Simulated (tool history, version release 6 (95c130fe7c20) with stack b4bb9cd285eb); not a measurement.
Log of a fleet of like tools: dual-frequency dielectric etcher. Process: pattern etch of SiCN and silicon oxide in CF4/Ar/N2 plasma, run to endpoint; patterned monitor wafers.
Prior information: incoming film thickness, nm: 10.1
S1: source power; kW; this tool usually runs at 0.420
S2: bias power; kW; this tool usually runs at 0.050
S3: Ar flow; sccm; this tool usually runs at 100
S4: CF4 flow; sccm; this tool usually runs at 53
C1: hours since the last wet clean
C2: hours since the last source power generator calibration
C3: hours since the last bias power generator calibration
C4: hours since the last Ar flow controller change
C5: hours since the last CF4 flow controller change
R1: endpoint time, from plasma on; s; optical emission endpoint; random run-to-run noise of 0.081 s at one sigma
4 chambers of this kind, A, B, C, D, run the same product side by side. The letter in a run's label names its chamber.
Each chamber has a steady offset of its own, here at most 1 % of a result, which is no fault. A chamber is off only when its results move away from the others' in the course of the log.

{"run": "1A", "hour": 11.1, "S1": 0.42, "S2": 0.05, "S3": 100, "S4": 53, "C1": 459.0, "C2": 1284.8, "C3": 1120.5, "C4": 1271.5, "C5": 2585.0, "R1": 14.501}
{"hour": 18.8, "done": "chamber A: wet clean of the chamber"}
{"run": "2D", "hour": 21.8, "S1": 0.42, "S2": 0.05, "S3": 100, "S4": 53, "C1": 295.2, "C2": 663.8, "C3": 1126.0, "C4": 3875.6, "C5": 1267.2, "R1": 14.715}
{"run": "3C", "hour": 27.8, "S1": 0.42, "S2": 0.05, "S3": 100, "S4": 53, "C1": 522.1, "C2": 2047.9, "C3": 2055.6, "C4": 2566.3, "C5": 803.5, "R1": 14.534}
{"run": "4B", "hour": 38.8, "S1": 0.42, "S2": 0.05, "S3": 100, "S4": 53, "C1": 203.7, "C2": 2257.4, "C3": 2164.7, "C4": 2517.9, "C5": 229.1, "R1": 14.644}
{"run": "5C", "hour": 48.1, "S1": 0.38, "S2": 0.05, "S3": 120, "S4": 53, "C1": 542.4, "C2": 2068.2, "C3": 2075.9, "C4": 2586.6, "C5": 823.8, "R1": 16.536}
{"run": "6A", "hour": 58.7, "S1": 0.38, "S2": 0.05, "S3": 120, "S4": 53, "C1": 40.0, "C2": 1332.4, "C3": 1168.1, "C4": 1319.1, "C5": 2632.6, "R1": 16.478}
{"run": "7B", "hour": 64.6, "S1": 0.38, "S2": 0.05, "S3": 120, "S4": 53, "C1": 229.5, "C2": 2283.2, "C3": 2190.5, "C4": 2543.7, "C5": 254.9, "R1": 16.624}
{"run": "8D", "hour": 70.3, "S1": 0.38, "S2": 0.05, "S3": 120, "S4": 53, "C1": 343.7, "C2": 712.3, "C3": 1174.5, "C4": 3924.1, "C5": 1315.7, "R1": 16.694}
{"hour": 74.9, "done": "chamber C: wet clean of the chamber"}
{"run": "9B", "hour": 75.5, "S1": 0.42, "S2": 0.05, "S3": 100, "S4": 53, "C1": 240.4, "C2": 2294.1, "C3": 2201.4, "C4": 2554.6, "C5": 265.8, "R1": 14.791}
{"run": "10A", "hour": 87.2, "S1": 0.36, "S2": 0.05, "S3": 88, "S4": 53, "C1": 68.5, "C2": 1360.9, "C3": 1196.6, "C4": 1347.6, "C5": 2661.1, "R1": 16.414}
{"hour": 93.5, "done": "chamber D: wet clean of the chamber"}
{"run": "11C", "hour": 96.6, "S1": 0.36, "S2": 0.05, "S3": 88, "S4": 53, "C1": 21.8, "C2": 2116.7, "C3": 2124.4, "C4": 2635.1, "C5": 872.3, "R1": 16.31}
{"hour": 102.9, "done": "chamber B: source power generator calibrated"}
{"run": "12D", "hour": 103.6, "S1": 0.36, "S2": 0.05, "S3": 88, "S4": 53, "C1": 10.1, "C2": 745.6, "C3": 1207.8, "C4": 3957.4, "C5": 1349.0, "R1": 16.439}
{"run": "13A", "hour": 109.0, "S1": 0.36, "S2": 0.05, "S3": 88, "S4": 53, "C1": 90.3, "C2": 1382.7, "C3": 1218.4, "C4": 1369.4, "C5": 2682.9, "R1": 16.601}
{"run": "14C", "hour": 114.1, "S1": 0.42, "S2": 0.05, "S3": 100, "S4": 53, "C1": 39.3, "C2": 2134.2, "C3": 2141.9, "C4": 2652.6, "C5": 889.8, "R1": 14.701}
{"run": "15D", "hour": 124.6, "S1": 0.42, "S2": 0.043, "S3": 100, "S4": 59, "C1": 31.1, "C2": 766.6, "C3": 1228.8, "C4": 3978.4, "C5": 1370.0, "R1": 15.049}
{"run": "16B", "hour": 135.3, "S1": 0.42, "S2": 0.043, "S3": 100, "S4": 59, "C1": 300.2, "C2": 32.5, "C3": 2261.2, "C4": 2614.4, "C5": 325.6, "R1": 15.735}
{"run": "17D", "hour": 145.5, "S1": 0.42, "S2": 0.043, "S3": 100, "S4": 59, "C1": 52.0, "C2": 787.5, "C3": 1249.7, "C4": 3999.3, "C5": 1390.9, "R1": 15.317}
{"run": "18C", "hour": 156.5, "S1": 0.42, "S2": 0.043, "S3": 100, "S4": 59, "C1": 81.7, "C2": 2176.6, "C3": 2184.3, "C4": 2695.0, "C5": 932.2, "R1": 15.169}
{"run": "19B", "hour": 164.4, "S1": 0.38, "S2": 0.05, "S3": 100, "S4": 44, "C1": 329.3, "C2": 61.6, "C3": 2290.3, "C4": 2643.5, "C5": 354.7, "R1": 17.489}
{"run": "20A", "hour": 172.1, "S1": 0.38, "S2": 0.05, "S3": 100, "S4": 44, "C1": 153.4, "C2": 1445.8, "C3": 1281.5, "C4": 1432.5, "C5": 2746.0, "R1": 16.586}
{"hour": 173.6, "done": "chamber C: bias power generator calibrated"}
{"run": "21B", "hour": 177.1, "S1": 0.38, "S2": 0.05, "S3": 100, "S4": 44, "C1": 342.0, "C2": 74.3, "C3": 2303.0, "C4": 2656.2, "C5": 367.4, "R1": 17.422}
{"run": "22A", "hour": 183.0, "S1": 0.38, "S2": 0.05, "S3": 100, "S4": 44, "C1": 164.3, "C2": 1456.7, "C3": 1292.4, "C4": 1443.4, "C5": 2756.9, "R1": 16.571}
{"run": "23D", "hour": 193.8, "S1": 0.42, "S2": 0.05, "S3": 100, "S4": 53, "C1": 100.3, "C2": 835.8, "C3": 1298.0, "C4": 4047.6, "C5": 1439.2, "R1": 14.631}
{"run": "24C", "hour": 205.0, "S1": 0.42, "S2": 0.05, "S3": 100, "S4": 53, "C1": 130.2, "C2": 2225.1, "C3": 31.4, "C4": 2743.5, "C5": 980.7, "R1": 14.708}
{"hour": 207.8, "done": "chamber B: Ar flow controller replaced"}
{"run": "25D", "hour": 212.7, "S1": 0.42, "S2": 0.05, "S3": 100, "S4": 53, "C1": 119.2, "C2": 854.7, "C3": 1316.9, "C4": 4066.5, "C5": 1458.1, "R1": 14.687}
{"run": "26B", "hour": 221.9, "S1": 0.42, "S2": 0.05, "S3": 100, "S4": 53, "C1": 386.8, "C2": 119.1, "C3": 2347.8, "C4": 14.2, "C5": 412.2, "R1": 15.298}
{"run": "27A", "hour": 228.0, "S1": 0.42, "S2": 0.05, "S3": 100, "S4": 53, "C1": 209.3, "C2": 1501.7, "C3": 1337.4, "C4": 1488.4, "C5": 2801.9, "R1": 14.698}
{"run": "28C", "hour": 234.8, "S1": 0.42, "S2": 0.05, "S3": 100, "S4": 53, "C1": 160.0, "C2": 2254.9, "C3": 61.2, "C4": 2773.3, "C5": 1010.5, "R1": 14.764}
{"run": "29D", "hour": 243.0, "S1": 0.42, "S2": 0.05, "S3": 100, "S4": 53, "C1": 149.5, "C2": 885.0, "C3": 1347.2, "C4": 4096.8, "C5": 1488.4, "R1": 14.521}
{"run": "30B", "hour": 249.6, "S1": 0.42, "S2": 0.05, "S3": 100, "S4": 53, "C1": 414.5, "C2": 146.8, "C3": 2375.5, "C4": 41.9, "C5": 439.9, "R1": 15.282}
{"run": "31A", "hour": 258.3, "S1": 0.42, "S2": 0.05, "S3": 100, "S4": 53, "C1": 239.6, "C2": 1532.0, "C3": 1367.7, "C4": 1518.7, "C5": 2832.2, "R1": 14.576}
{"run": "32C", "hour": 267.6, "S1": 0.42, "S2": 0.05, "S3": 100, "S4": 53, "C1": 192.8, "C2": 2287.7, "C3": 94.0, "C4": 2806.1, "C5": 1043.3, "R1": 14.821}
{"run": "33A", "hour": 275.7, "S1": 0.49, "S2": 0.05, "S3": 84, "S4": 53, "C1": 257.0, "C2": 1549.4, "C3": 1385.1, "C4": 1536.1, "C5": 2849.6, "R1": 12.412}
{"run": "34C", "hour": 282.0, "S1": 0.49, "S2": 0.05, "S3": 84, "S4": 53, "C1": 207.2, "C2": 2302.1, "C3": 108.4, "C4": 2820.5, "C5": 1057.7, "R1": 12.427}
{"run": "35D", "hour": 288.1, "S1": 0.49, "S2": 0.05, "S3": 84, "S4": 53, "C1": 194.6, "C2": 930.1, "C3": 1392.3, "C4": 4141.9, "C5": 1533.5, "R1": 12.363}
{"run": "36B", "hour": 293.3, "S1": 0.49, "S2": 0.05, "S3": 84, "S4": 53, "C1": 458.2, "C2": 190.5, "C3": 2419.2, "C4": 85.6, "C5": 483.6, "R1": 12.944}
{"run": "37C", "hour": 302.5, "S1": 0.42, "S2": 0.05, "S3": 100, "S4": 53, "C1": 227.7, "C2": 2322.6, "C3": 128.9, "C4": 2841.0, "C5": 1078.2, "R1": 14.661}
{"run": "38A", "hour": 308.7, "S1": 0.42, "S2": 0.05, "S3": 100, "S4": 53, "C1": 290.0, "C2": 1582.4, "C3": 1418.1, "C4": 1569.1, "C5": 2882.6, "R1": 14.618}
{"run": "39B", "hour": 315.4, "S1": 0.42, "S2": 0.05, "S3": 100, "S4": 53, "C1": 480.3, "C2": 212.6, "C3": 2441.3, "C4": 107.7, "C5": 505.7, "R1": 15.2}
{"run": "40D", "hour": 327.0, "S1": 0.42, "S2": 0.05, "S3": 100, "S4": 53, "C1": 233.5, "C2": 969.0, "C3": 1431.2, "C4": 4180.8, "C5": 1572.4, "R1": 14.759}

Is one chamber off against the others, does the gauge drift, or is nothing wrong? If a chamber is off, say which, and what the likeliest cause is.

A service on chamber B put it out of line with the rest.
Most likely cause: source power that arrives under what is set, % = 3.83.

Below are 4 candidate recipes for chamber B's next run, each the usual settings with a change, their results shown as question marks. Which of them brings B's results back in line with what the other chambers give on the usual settings?
In line here means within this much of the mean the other chambers give on the usual settings: R1 0.280 s
{"run": "41B-1", "hour": 335.4, "S1": 0.42, "S2": 0.045, "S3": 106, "S4": 53, "R1": "?"}
{"run": "41B-2", "hour": 335.4, "S1": 0.42, "S2": 0.05, "S3": 103, "S4": 52, "R1": "?"}
{"run": "41B-3", "hour": 335.4, "S1": 0.42, "S2": 0.05, "S3": 100, "S4": 56, "R1": "?"}
{"run": "41B-4", "hour": 335.4, "S1": 0.44, "S2": 0.05, "S3": 100, "S4": 53, "R1": "?"}

The other chambers' mean on the usual settings: R1 14.674 s
run=41B-1 R1=15.995
run=41B-2 R1=15.435
run=41B-3 R1=15.152
run=41B-4 R1=14.682
It is 41B-4 that realigns the chamber with its peers.

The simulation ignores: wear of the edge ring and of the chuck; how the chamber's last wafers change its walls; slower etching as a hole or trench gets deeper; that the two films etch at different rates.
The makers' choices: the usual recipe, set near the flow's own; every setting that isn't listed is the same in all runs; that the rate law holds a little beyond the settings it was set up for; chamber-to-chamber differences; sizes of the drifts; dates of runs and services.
